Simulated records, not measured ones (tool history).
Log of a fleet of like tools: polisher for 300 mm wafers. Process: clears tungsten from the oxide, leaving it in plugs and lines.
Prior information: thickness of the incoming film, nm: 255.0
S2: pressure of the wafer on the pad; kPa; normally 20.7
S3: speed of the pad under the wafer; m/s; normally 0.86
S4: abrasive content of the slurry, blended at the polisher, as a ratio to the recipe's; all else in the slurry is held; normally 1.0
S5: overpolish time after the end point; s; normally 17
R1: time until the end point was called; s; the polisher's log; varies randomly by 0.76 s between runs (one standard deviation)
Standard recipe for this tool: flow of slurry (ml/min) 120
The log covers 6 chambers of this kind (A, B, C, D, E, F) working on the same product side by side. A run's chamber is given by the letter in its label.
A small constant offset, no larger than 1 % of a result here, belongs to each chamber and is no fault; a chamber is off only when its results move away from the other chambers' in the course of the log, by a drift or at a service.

At hour 4.7: chamber E: worn pad replaced by a new one.
At hour 5.7: chamber D: slurry nozzle cleaned.
Run 1B, hour 9.7: usual settings. Result: R1 95.006 s.
At hour 20.3: chamber D: slurry tank refilled with fresh slurry and peroxide.
Run 2C, hour 20.3: usual settings. Result: R1 95.311 s.
At hour 22.8: chamber F: slurry tank refilled with fresh slurry and peroxide.
Run 3D, hour 29.1: usual settings. Result: R1 95.519 s.
Run 4F, hour 39.7: usual settings. Result: R1 92.867 s.
At hour 42.9: chamber B: slurry blender recalibrated.
At hour 48.0: chamber A: worn pad replaced by a new one.
Run 5A, hour 48.6: usual settings. Result: R1 94.755 s.
Run 6E, hour 54.4: usual settings. Result: R1 94.588 s.
At hour 63.2: chamber B: worn pad replaced by a new one.
Run 7E, hour 64.4: usual settings but S2 24.1 kPa, S5 25 s. Result: R1 81.235 s.
At hour 65.9: chamber A: slurry blender recalibrated.
At hour 66.6: chamber C: slurry tank refilled with fresh slurry and peroxide.
Run 8D, hour 71.9: usual settings but S2 24.1 kPa, S5 25 s. Result: R1 80.951 s.
At hour 74.1: chamber B: slurry nozzle cleaned.
Run 9B, hour 79.8: usual settings but S2 24.1 kPa, S5 25 s. Result: R1 81.558 s.
At hour 83.6: chamber E: worn pad replaced by a new one.
Run 10A, hour 88.3: usual settings but S2 24.1 kPa, S5 25 s. Result: R1 80.611 s.
Run 11C, hour 95.2: usual settings but S2 24.1 kPa, S5 25 s. Result: R1 81.562 s.
Run 12F, hour 100.9: usual settings but S2 24.1 kPa, S5 25 s. Result: R1 79.533 s.
At hour 102.4: chamber E: slurry tank refilled with fresh slurry and peroxide.
At hour 103.2: chamber D: slurry tank refilled with fresh slurry and peroxide.
At hour 105.3: chamber E: slurry blender recalibrated.
Run 13D, hour 112.5: usual settings but flow of slurry (ml/min) 90, S4 0.8. Result: R1 107.100 s.
At hour 113.7: chamber D: worn pad replaced by a new one.
At hour 114.8: chamber C: worn pad replaced by a new one.
At hour 114.8: chamber F: worn pad replaced by a new one.
At hour 117.7: chamber F: slurry blender recalibrated.
Run 14C, hour 119.1: usual settings but flow of slurry (ml/min) 90, S4 0.8. Result: R1 106.210 s.
At hour 121.5: chamber A: slurry tank refilled with fresh slurry and peroxide.
Run 15B, hour 130.1: usual settings but flow of slurry (ml/min) 90, S4 0.8. Result: R1 107.400 s.
Run 16A, hour 140.7: usual settings but flow of slurry (ml/min) 90, S4 0.8. Result: R1 107.180 s.
At hour 144.3: chamber B: slurry tank refilled with fresh slurry and peroxide.
At hour 145.8: chamber E: worn pad replaced by a new one.
Run 17F, hour 147.5: usual settings but flow of slurry (ml/min) 90, S4 0.8. Result: R1 105.560 s.
At hour 152.3: chamber D: slurry blender recalibrated.
Run 18E, hour 154.5: usual settings but flow of slurry (ml/min) 90, S4 0.8. Result: R1 106.810 s.
At hour 157.0: chamber D: head pressure recalibrated.
Run 19D, hour 165.1: usual settings. Result: R1 87.511 s.
At hour 165.6: chamber A: slurry blender recalibrated.
At hour 173.5: chamber E: slurry nozzle cleaned.
At hour 174.3: chamber B: worn pad replaced by a new one.
Run 20C, hour 175.3: usual settings. Result: R1 96.588 s.
Run 21E, hour 183.7: usual settings. Result: R1 93.341 s.
At hour 185.4: chamber D: slurry tank refilled with fresh slurry and peroxide.
Run 22A, hour 191.2: usual settings but flow of slurry (ml/min) 85. Result: R1 102.830 s.
At hour 192.5: chamber F: slurry tank refilled with fresh slurry and peroxide.
At hour 201.2: chamber A: worn pad replaced by a new one.
Run 23B, hour 202.3: usual settings but flow of slurry (ml/min) 85. Result: R1 103.980 s.
At hour 207.0: chamber C: slurry blender recalibrated.
At hour 207.4: chamber E: worn pad replaced by a new one.
At hour 212.1: chamber E: slurry blender recalibrated.
Run 24F, hour 212.6: usual settings but flow of slurry (ml/min) 85. Result: R1 104.530 s.
At hour 219.9: chamber F: head pressure recalibrated.
Run 25B, hour 220.2: usual settings but flow of slurry (ml/min) 85. Result: R1 103.270 s.
At hour 225.5: chamber C: slurry tank refilled with fresh slurry and peroxide.
At hour 227.7: chamber D: worn pad replaced by a new one.
Run 26A, hour 230.3: usual settings but flow of slurry (ml/min) 85. Result: R1 102.960 s.
Run 27D, hour 236.6: usual settings but flow of slurry (ml/min) 85. Result: R1 95.408 s.
At hour 237.4: chamber F: worn pad replaced by a new one.
At hour 240.1: chamber C: worn pad replaced by a new one.
At hour 244.3: chamber A: slurry tank refilled with fresh slurry and peroxide.
Run 28C, hour 245.7: usual settings but S2 15.2 kPa, S4 0.7. Result: R1 140.740 s.
At hour 253.5: chamber D: slurry tank refilled with fresh slurry and peroxide.
Run 29E, hour 257.4: usual settings but S2 15.2 kPa, S4 0.7. Result: R1 139.750 s.
Run 30F, hour 262.8: usual settings but S2 15.2 kPa, S4 0.7. Result: R1 139.900 s.
Run 31F, hour 269.4: usual settings but S2 15.2 kPa, S4 0.7. Result: R1 141.020 s.
At hour 272.3: chamber A: slurry blender recalibrated.
At hour 275.0: chamber E: worn pad replaced by a new one.
Run 32A, hour 275.8: usual settings but S2 15.2 kPa, S4 0.7. Result: R1 138.950 s.
Run 33D, hour 282.0: usual settings but S2 15.2 kPa, S4 0.7. Result: R1 129.070 s.
At hour 283.6: chamber C: slurry nozzle cleaned.
Run 34B, hour 289.2: usual settings. Result: R1 94.061 s.
At hour 289.5: chamber E: slurry tank refilled with fresh slurry and peroxide.
At hour 294.1: chamber B: head pressure recalibrated.
Run 35C, hour 298.2: usual settings. Result: R1 96.153 s.
At hour 299.3: chamber B: slurry tank refilled with fresh slurry and peroxide.
At hour 305.1: chamber E: slurry blender recalibrated.
Run 36E, hour 306.3: usual settings. Result: R1 93.608 s.
At hour 310.2: chamber B: worn pad replaced by a new one.
Run 37A, hour 317.7: usual settings. Result: R1 95.406 s.
Run 38E, hour 327.5: usual settings but flow of slurry (ml/min) 135, S2 18.6 kPa. Result: R1 102.900 s.
At hour 327.7: chamber D: worn pad replaced by a new one.
At hour 333.2: chamber D: slurry tank refilled with fresh slurry and peroxide.
Run 39F, hour 339.4: usual settings but flow of slurry (ml/min) 135, S2 18.6 kPa. Result: R1 102.680 s.
Run 40B, hour 349.2: usual settings but flow of slurry (ml/min) 135, S2 18.6 kPa. Result: R1 102.270 s.
At hour 358.9: chamber D: slurry blender recalibrated.
Run 41D, hour 359.4: usual settings but flow of slurry (ml/min) 135, S2 18.6 kPa. Result: R1 94.719 s.

Decide between three cases: one chamber stands off from its peers, the gauge reading all wafers drifts, or nothing is wrong past each chamber's small offset. Where a chamber is off, say which and what most likely put it there.

A service on chamber D put it out of line with the rest.
Cause: head's pressure above its setpoint, % = 8.72.

Chamber D could run next with any of the 4 candidate recipes listed below; each alters the usual settings, and their results appear as question marks. Which one brings its results back in line with what the other chambers deliver on the usual settings?
To be in line, a result may differ from the other chambers' mean on the usual settings by at most: R1 2.700 s
Run 42D-1, hour 368.1: usual settings but S2 21.4 kPa, S3 0.90 m/s. Result: R1 ?.
Run 42D-2, hour 368.1: usual settings but S2 20.0 kPa, S3 0.82 m/s. Result: R1 ?.
Run 42D-3, hour 368.1: usual settings but S2 22.1 kPa, S3 0.94 m/s. Result: R1 ?.
Run 42D-4, hour 368.1: usual settings but S3 0.74 m/s. Result: R1 ?.

What the other chambers average on the usual settings: R1 94.949 s
  run       R1
42D-1   80.606
42D-2   94.511
42D-3   74.786
42D-4  101.340
42D-2 brings the chamber back in line.

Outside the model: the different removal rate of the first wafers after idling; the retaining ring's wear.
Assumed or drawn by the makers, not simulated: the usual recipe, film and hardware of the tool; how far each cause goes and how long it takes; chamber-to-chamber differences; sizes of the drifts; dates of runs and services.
